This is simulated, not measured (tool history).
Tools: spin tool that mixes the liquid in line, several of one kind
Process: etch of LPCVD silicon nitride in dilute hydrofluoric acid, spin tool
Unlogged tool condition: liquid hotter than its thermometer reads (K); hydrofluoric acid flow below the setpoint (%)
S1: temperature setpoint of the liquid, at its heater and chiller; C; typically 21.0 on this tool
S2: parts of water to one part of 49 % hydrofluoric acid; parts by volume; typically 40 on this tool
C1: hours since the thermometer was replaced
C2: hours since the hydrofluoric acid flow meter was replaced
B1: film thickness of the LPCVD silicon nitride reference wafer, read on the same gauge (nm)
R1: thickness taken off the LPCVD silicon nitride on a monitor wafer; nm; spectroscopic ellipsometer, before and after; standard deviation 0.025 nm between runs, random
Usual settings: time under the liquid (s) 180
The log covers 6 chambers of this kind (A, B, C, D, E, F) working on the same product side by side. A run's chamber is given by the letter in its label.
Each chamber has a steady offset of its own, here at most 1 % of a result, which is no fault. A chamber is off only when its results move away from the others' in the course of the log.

Run 1E, hour 4.6: usual settings; C1 2641.1; C2 400.4; B1 129.99. Result: R1 1.58140 nm.
Run 2C, hour 8.6: usual settings; C1 716.2; C2 333.3; B1 130.00. Result: R1 1.59370 nm.
Run 3D, hour 12.1: usual settings; C1 148.3; C2 1761.2; B1 129.99. Result: R1 1.67910 nm.
Run 4A, hour 15.4: usual settings; C1 1798.5; C2 488.1; B1 129.97. Result: R1 1.63330 nm.
Run 5F, hour 19.9: usual settings; C1 462.5; C2 219.3; B1 130.02. Result: R1 1.61620 nm.
Run 6B, hour 22.9: usual settings; C1 621.5; C2 318.2; B1 130.02. Result: R1 1.63770 nm.
Run 7F, hour 27.0: usual settings; C1 469.6; C2 226.4; B1 130.00. Result: R1 1.60220 nm.
Run 8A, hour 29.7: usual settings but S1 19.5 C; C1 1812.8; C2 502.4; B1 130.02. Result: R1 1.46160 nm.
Run 9E, hour 32.0: usual settings but S1 19.5 C; C1 2668.5; C2 427.8; B1 129.99. Result: R1 1.44290 nm.
Run 10D, hour 35.7: usual settings but S1 19.5 C; C1 171.9; C2 1784.8; B1 130.02. Result: R1 1.45980 nm.
Run 11C, hour 39.0: usual settings but S1 19.5 C; C1 746.6; C2 363.7; B1 130.01. Result: R1 1.45290 nm.
Run 12B, hour 43.0: usual settings but S1 19.5 C; C1 641.6; C2 338.3; B1 130.01. Result: R1 1.43870 nm.
Run 13A, hour 47.7: usual settings but S1 19.5 C; C1 1830.8; C2 520.4; B1 129.96. Result: R1 1.44790 nm.
Run 14C, hour 50.7: usual settings; C1 758.3; C2 375.4; B1 129.99. Result: R1 1.60760 nm.
Run 15F, hour 54.9: usual settings; C1 497.5; C2 254.3; B1 129.97. Result: R1 1.60320 nm.
Run 16B, hour 58.5: usual settings; C1 657.1; C2 353.8; B1 130.00. Result: R1 1.59380 nm.
Run 17D, hour 62.9: usual settings but S1 18.5 C, time under the liquid (s) 95; C1 199.1; C2 1812.0; B1 129.99. Result: R1 0.69667 nm.
Run 18E, hour 66.0: usual settings but S1 18.5 C, time under the liquid (s) 95; C1 2702.5; C2 461.8; B1 130.04. Result: R1 0.68564 nm.
Run 19A, hour 70.6: usual settings but S1 18.5 C, time under the liquid (s) 95; C1 1853.7; C2 543.3; B1 129.97. Result: R1 0.71032 nm.
Run 20B, hour 72.7: usual settings but S1 18.5 C, time under the liquid (s) 95; C1 671.3; C2 368.0; B1 130.00. Result: R1 0.70055 nm.
Run 21E, hour 75.1: usual settings but S1 18.5 C, time under the liquid (s) 95; C1 2711.6; C2 470.9; B1 130.04. Result: R1 0.70620 nm.
Run 22C, hour 78.1: usual settings but S1 18.5 C, time under the liquid (s) 95; C1 785.7; C2 402.8; B1 129.99. Result: R1 0.74088 nm.
Run 23D, hour 81.5: usual settings; C1 217.7; C2 1830.6; B1 129.99. Result: R1 1.59570 nm.
Run 24F, hour 83.7: usual settings; C1 526.3; C2 283.1; B1 130.02. Result: R1 1.59730 nm.
Run 25A, hour 85.8: usual settings; C1 1868.9; C2 558.5; B1 130.02. Result: R1 1.58320 nm.
Run 26C, hour 89.1: usual settings; C1 796.7; C2 413.8; B1 129.99. Result: R1 1.67930 nm.
Run 27B, hour 91.8: usual settings; C1 690.4; C2 387.1; B1 130.02. Result: R1 1.60810 nm.
Run 28D, hour 95.7: usual settings; C1 231.9; C2 1844.8; B1 130.02. Result: R1 1.60750 nm.
Run 29F, hour 100.1: usual settings but S1 25.0 C, time under the liquid (s) 215; C1 542.7; C2 299.5; B1 129.99. Result: R1 2.57730 nm.
Run 30E, hour 103.6: usual settings but S1 25.0 C, time under the liquid (s) 215; C1 2740.1; C2 499.4; B1 129.99. Result: R1 2.53300 nm.
Run 31D, hour 107.4: usual settings but S1 25.0 C, time under the liquid (s) 215; C1 243.6; C2 1856.5; B1 130.00. Result: R1 2.60360 nm.
Run 32B, hour 111.9: usual settings but S1 25.0 C, time under the liquid (s) 215; C1 710.5; C2 407.2; B1 130.01. Result: R1 2.55350 nm.
Run 33E, hour 114.6: usual settings but S1 25.0 C, time under the liquid (s) 215; C1 2751.1; C2 510.4; B1 130.00. Result: R1 2.52000 nm.
Run 34A, hour 116.7: usual settings but S1 25.0 C, time under the liquid (s) 215; C1 1899.8; C2 589.4; B1 130.02. Result: R1 2.58480 nm.
Run 35F, hour 119.8: usual settings but S1 17.0 C, S2 55 parts by volume; C1 562.4; C2 319.2; B1 129.98. Result: R1 0.90132 nm.
Run 36C, hour 124.4: usual settings but S1 17.0 C, S2 55 parts by volume; C1 832.0; C2 449.1; B1 129.99. Result: R1 0.97026 nm.
Run 37D, hour 126.9: usual settings but S1 17.0 C, S2 55 parts by volume; C1 263.1; C2 1876.0; B1 130.01. Result: R1 0.89930 nm.
Run 38E, hour 129.8: usual settings but S1 17.0 C, S2 55 parts by volume; C1 2766.3; C2 525.6; B1 130.01. Result: R1 0.89177 nm.
Run 39A, hour 133.0: usual settings but S1 17.0 C, S2 55 parts by volume; C1 1916.1; C2 605.7; B1 130.01. Result: R1 0.88443 nm.
Run 40B, hour 135.2: usual settings but S1 17.0 C, S2 55 parts by volume; C1 733.8; C2 430.5; B1 130.00. Result: R1 0.88197 nm.
Run 41F, hour 139.7: usual settings; C1 582.3; C2 339.1; B1 130.02. Result: R1 1.58040 nm.
Run 42C, hour 143.5: usual settings; C1 851.1; C2 468.2; B1 130.02. Result: R1 1.86860 nm.
Run 43F, hour 147.5: usual settings; C1 590.1; C2 346.9; B1 129.95. Result: R1 1.64440 nm.
Run 44B, hour 150.4: usual settings; C1 749.0; C2 445.7; B1 129.97. Result: R1 1.60320 nm.

Has any chamber moved away from the others, gradually or after a service, or does the common gauge drift, or do the chambers differ only by their own small steady offsets? State the chamber and the most likely cause if one applies.

Chamber C drifts away from the others.
Most likely cause: liquid hotter than its thermometer reads (K) = 2.42.

Here are 4 candidates for chamber C's next run, each the usual settings with a change, their results left as question marks. Which one brings its results back in line with what the others give on the usual settings?
In line here means within this much of the mean the other chambers give on the usual settings: R1 0.08700 nm
Run 45C-1, hour 153.8: usual settings but S1 20.0 C, S2 45 parts by volume. Result: R1 ?.
Run 45C-2, hour 153.8: usual settings but S2 35 parts by volume, time under the liquid (s) 225. Result: R1 ?.
Run 45C-3, hour 153.8: usual settings but S1 20.0 C, S2 45 parts by volume, time under the liquid (s) 150. Result: R1 ?.
Run 45C-4, hour 153.8: usual settings but time under the liquid (s) 210. Result: R1 ?.

Usual-settings mean across the other chambers: R1 1.61450 nm
  run       R1
45C-1  1.57940
45C-2  2.69600
45C-3  1.31620
45C-4  2.21060
45C-1 puts the chamber back in line with the other chambers.
